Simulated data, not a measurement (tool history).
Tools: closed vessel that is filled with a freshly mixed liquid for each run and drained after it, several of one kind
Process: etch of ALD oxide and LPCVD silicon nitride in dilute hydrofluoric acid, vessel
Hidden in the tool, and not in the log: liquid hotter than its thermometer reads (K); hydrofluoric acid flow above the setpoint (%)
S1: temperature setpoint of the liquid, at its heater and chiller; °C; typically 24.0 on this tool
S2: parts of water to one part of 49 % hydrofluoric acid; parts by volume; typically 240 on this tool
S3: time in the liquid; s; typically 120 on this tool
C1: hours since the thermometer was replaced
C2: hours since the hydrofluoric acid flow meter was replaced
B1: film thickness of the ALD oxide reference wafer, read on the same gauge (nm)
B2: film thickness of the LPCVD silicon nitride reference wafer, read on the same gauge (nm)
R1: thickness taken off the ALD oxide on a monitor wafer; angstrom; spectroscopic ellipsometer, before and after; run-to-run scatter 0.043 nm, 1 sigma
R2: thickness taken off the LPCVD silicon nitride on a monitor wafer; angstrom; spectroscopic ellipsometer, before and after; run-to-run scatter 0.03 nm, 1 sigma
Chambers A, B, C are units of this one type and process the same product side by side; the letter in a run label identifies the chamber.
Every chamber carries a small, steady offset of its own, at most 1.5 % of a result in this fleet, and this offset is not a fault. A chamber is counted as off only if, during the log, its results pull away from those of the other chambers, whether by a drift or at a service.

run   hour    S1   S2   S3      C1      C2      B1      B2      R1      R2
 1C    6.3  24.0  240  120  1100.4   637.9  60.035  59.983  47.587  2.0376
 2B   11.3  24.0  240  120  1724.6  1221.6  60.029  60.008  47.208  2.3072
 3A   19.0  24.0  240  120  1986.2  1925.2  60.024  59.989  46.435  2.1868
 4B   24.8  24.0  240  120  1738.1  1235.1  59.998  59.997  47.417  2.2893
 5A   29.0  24.0  240  120  1996.2  1935.2  60.033  59.974  48.344  2.6618
 6C   34.4  24.0  240  120  1128.5   666.0  59.979  60.003  47.048  2.1087
 7C   42.5  24.0  240  120  1136.6   674.1  60.005  60.017  47.688  2.5220
 8B   50.3  24.0  240  120  1763.6  1260.6  60.011  60.008  48.835  2.1624
 9A   59.2  24.0  240  120  2026.4  1965.4  60.047  60.007  47.434  1.9195
10B   65.4  24.0  240  120  1778.7  1275.7  60.000  60.002  48.206  2.1754
11A   72.4  24.0  240  120  2039.6  1978.6  60.024  60.012  47.976  2.0494
12C   78.2  24.0  240  120  1172.3   709.8  60.022  60.013  47.746  1.8023
13A   83.3  24.0  240  120  2050.5  1989.5  59.986  60.010  48.143  2.1845
14B   90.2  24.0  150  120  1803.5  1300.5  59.989  59.998  85.017  3.2316
15C   95.8  24.0  150  120  1189.9   727.4  59.993  60.004  85.537  4.1933
16C  101.5  24.0  150  120  1195.6   733.1  60.017  59.993  85.963  3.5766
17A  106.9  24.0  240  120  2074.1  2013.1  60.016  59.991  47.777  2.3329
18B  114.8  24.0  240  120  1828.1  1325.1  59.989  60.019  49.131  1.9596
19C  120.8  24.0  240  120  1214.9   752.4  60.007  60.004  48.850  2.1764
20A  125.2  24.0  240  120  2092.4  2031.4  60.053  60.012  48.215  2.0843
21B  132.6  24.0  240  120  1845.9  1342.9  59.984  60.009  47.722  2.0548
22B  138.4  24.0  240  120  1851.7  1348.7  59.990  60.001  47.967  1.7194
23A  143.4  24.0  240  120  2110.6  2049.6  59.996  59.986  47.725  2.7599
24C  147.6  29.0  240  120  1241.7   779.2  60.017  60.003  58.995  3.0045
25B  154.7  29.0  240  120  1868.0  1365.0  59.993  60.002  57.061  2.6801
     156.5  -- chamber A: hydrofluoric acid flow meter replaced
     160.0  -- chamber C: thermometer replaced
26C  160.9  29.0  240  120     0.9   792.5  60.013  59.981  59.533  2.7665
27A  166.0  24.0  240  120  2133.2     9.6  59.983  59.986  47.908  1.9689
28C  173.6  24.0  165  120    13.6   805.2  60.020  59.997  79.368  2.9106
29B  178.8  24.0  165  120  1892.1  1389.1  59.985  60.016  75.289  3.3557
30A  186.9  24.0  165  120  2154.1    30.5  60.013  60.001  75.917  3.0969
31B  193.1  24.0  240  120  1906.4  1403.4  59.983  59.992  48.667  1.7376
32C  198.8  24.0  240  120    38.8   830.4  59.997  60.013  50.377  2.3090
33A  204.4  24.0  240  120  2171.6    48.0  60.028  60.004  47.783  1.8835
34B  209.9  24.0  240  120  1923.2  1420.2  60.025  59.997  48.300  2.6250
35A  216.8  28.5  240  120  2184.0    60.4  59.994  60.018  55.237  3.0683
36C  225.7  28.5  240  120    65.7   857.3  59.996  60.009  60.218  3.4428
37C  231.9  28.5  240  120    71.9   863.5  60.028  60.005  59.948  3.9611
38A  240.1  24.0  240  120  2207.3    83.7  59.969  59.998  47.318  1.8951
39B  245.0  24.0  320  120  1958.3  1455.3  60.024  60.000  33.804  1.4895
40C  250.0  24.0  320  120    90.0   881.6  59.983  59.992  35.830  2.2293
41B  257.0  24.0  320  120  1970.3  1467.3  59.972  60.013  33.425  1.7369
42A  261.9  24.0  240  120  2229.1   105.5  60.036  59.991  46.931  2.0297

Which is it: a chamber that has drifted or been left off by a service, a gauge drift common to all chambers, or only each chamber's usual small offset? If a chamber is off, name it and its likeliest cause.

Chamber C drifts away from the others.
Likeliest cause: hydrofluoric acid flow above the setpoint (%) = 7.28.

Which of the 4 candidates below, each the usual settings with something changed and its results left as question marks, puts chamber C back in line with what the other chambers give on the usual settings?
A result is in line if it is within this distance of the other chambers' mean on the usual settings: R1 1.500 angstrom; R2 1.1000 angstrom
43C-1  268.6  24.0  235  120                   ?   ?
43C-2  268.6  24.0  245  120                   ?   ?
43C-3  268.6  24.0  230  125                   ?   ?
43C-4  268.6  24.0  250  115                   ?   ?

The other chambers' mean on the usual settings: R1 47.869 angstrom; R2 2.3119 angstrom
  run      R1      R2
43C-1  53.747  2.4287
43C-2  51.047  2.3303
43C-3  57.489  2.5845
43C-4  47.707  2.1889
The right change is 43C-4: it brings the chamber back within the allowed miss of the others.
